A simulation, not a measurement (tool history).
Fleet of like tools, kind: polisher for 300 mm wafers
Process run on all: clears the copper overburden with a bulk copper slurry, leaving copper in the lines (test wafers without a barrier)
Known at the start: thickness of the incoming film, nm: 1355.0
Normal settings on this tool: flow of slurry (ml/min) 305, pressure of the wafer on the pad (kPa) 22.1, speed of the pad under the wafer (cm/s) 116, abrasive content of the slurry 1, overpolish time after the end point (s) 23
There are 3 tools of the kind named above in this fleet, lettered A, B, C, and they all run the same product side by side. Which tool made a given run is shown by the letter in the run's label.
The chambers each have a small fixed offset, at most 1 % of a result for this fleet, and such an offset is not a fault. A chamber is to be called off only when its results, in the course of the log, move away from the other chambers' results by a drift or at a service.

run    day  flow of slurry (ml/min)  pressure of the wafer on the pad (kPa)  speed of the pad under the wafer (cm/s)  abrasive content of the slurry  overpolish time after the end point (s)  wafers polished on this pad  hours since the slurry nozzle was cleaned  hours since the head pressure was calibrated  hours since the slurry blender was calibrated  time until the end point was called (s)  dishing of a wide line in a test structure (Å)
 1B  0.196                      305                                    22.1                                      116                               1                                       23                         1210                                       78.1                                         671.5                                          112.8                                   104.73                                          1079.9
       0.3  -- chamber A: slurry blender recalibrated
     0.325  -- chamber B: worn pad replaced by a new one
 2A  0.346                      305                                    22.1                                      116                               1                                       23                          476                                      187.1                                          15.9                                            1.1                                   105.48                                          1082.8
 3C  0.521                      305                                    22.1                                      116                               1                                       23                          392                                      198.4                                         149.4                                           88.1                                   105.52                                          1089.5
 4A  0.708                      305                                    22.1                                      116                               1                                       23                          542                                      195.8                                          24.6                                            9.8                                   107.72                                          1090.8
     0.833  -- chamber A: worn pad replaced by a new one
 5B  0.838                      305                                    22.1                                      116                               1                                       23                           93                                       93.5                                         686.9                                          128.2                                   106.49                                            1081
 6C  0.983                      305                                    22.1                                      116                               1                                       23                          476                                      209.5                                         160.5                                           99.2                                   102.87                                          1069.8
 7A  1.162                      305                                    22.1                                      116                               1                                       23                           60                                      206.7                                          35.5                                           20.7                                   107.09                                          1089.3
 8C  1.396                      305                                    22.1                                      116                               1                                       23                          551                                      219.4                                         170.4                                          109.1                                   104.56                                          1086.5
 9B  1.596                      305                                    22.1                                      116                               1                                       23                          232                                      111.7                                         705.1                                          146.4                                   106.29                                            1080
10B  1.879                      305                                    22.1                                       80                               1                                       34                          283                                      118.5                                         711.9                                          153.2                                   154.47                                          1093.5
11C  2.167                      305                                    22.1                                       80                               1                                       34                          692                                      237.9                                         188.9                                          127.6                                   153.86                                          1081.8
12A  2.446                      305                                    22.1                                       80                               1                                       34                          293                                      237.5                                          66.3                                           51.5                                   155.19                                          1111.5
13B  2.604                      305                                    22.1                                      116                               1                                       23                          415                                      135.9                                         729.3                                          170.6                                   105.45                                          1111.3
14A  2.783                      305                                    22.1                                      116                               1                                       23                          355                                      245.6                                          74.4                                           59.6                                   107.93                                          1086.5
15C  3.046                      305                                    17.2                                       94                               1                                       23                          852                                        259                                           210                                          148.7                                   165.94                                          855.43
     3.088  -- chamber B: slurry blender recalibrated
16B  3.229                      305                                    17.2                                       94                               1                                       23                          529                                      150.9                                         744.3                                            3.5                                   170.29                                          870.99
     3.417  -- chamber C: worn pad replaced by a new one
17A  3.433                      305                                    17.2                                       94                               1                                       23                          473                                      261.2                                            90                                           75.2                                   171.21                                           858.3
18C  3.683                      305                                    22.1                                      116                               1                                       23                           48                                      274.3                                         225.3                                            164                                   108.07                                          1075.6
19A  3.938                      235                                    22.1                                      116                               1                                       33                          565                                      273.3                                         102.1                                           87.3                                   110.49                                          1225.8
      3.95  -- chamber A: worn pad replaced by a new one
20C  4.129                      235                                    22.1                                      116                               1                                       33                          130                                        285                                           236                                          174.7                                    106.3                                          1207.9
     4.288  -- chamber C: slurry blender recalibrated
21B  4.333                      235                                    22.1                                      116                               1                                       33                          730                                      177.4                                         770.8                                             30                                   109.69                                          1193.1
22B  4.517                      305                                    22.1                                      116                               1                                       23                          764                                      181.8                                         775.2                                           34.4                                   105.82                                          1100.2
23C  4.692                      305                                    22.1                                      116                               1                                       23                          232                                      298.5                                         249.5                                            9.8                                   106.68                                          1090.8
24A  4.896                      305                                    22.1                                      116                               1                                       23                          172                                      296.3                                         125.1                                          110.3                                   107.04                                          1093.3

Has any chamber moved away from the others, gradually or after a service, or does the common gauge drift, or do the chambers differ only by their own small steady offsets? State the chamber and the most likely cause if one applies.

No chamber is off and the gauge is stable; the differences are just each chamber's small, constant offset.
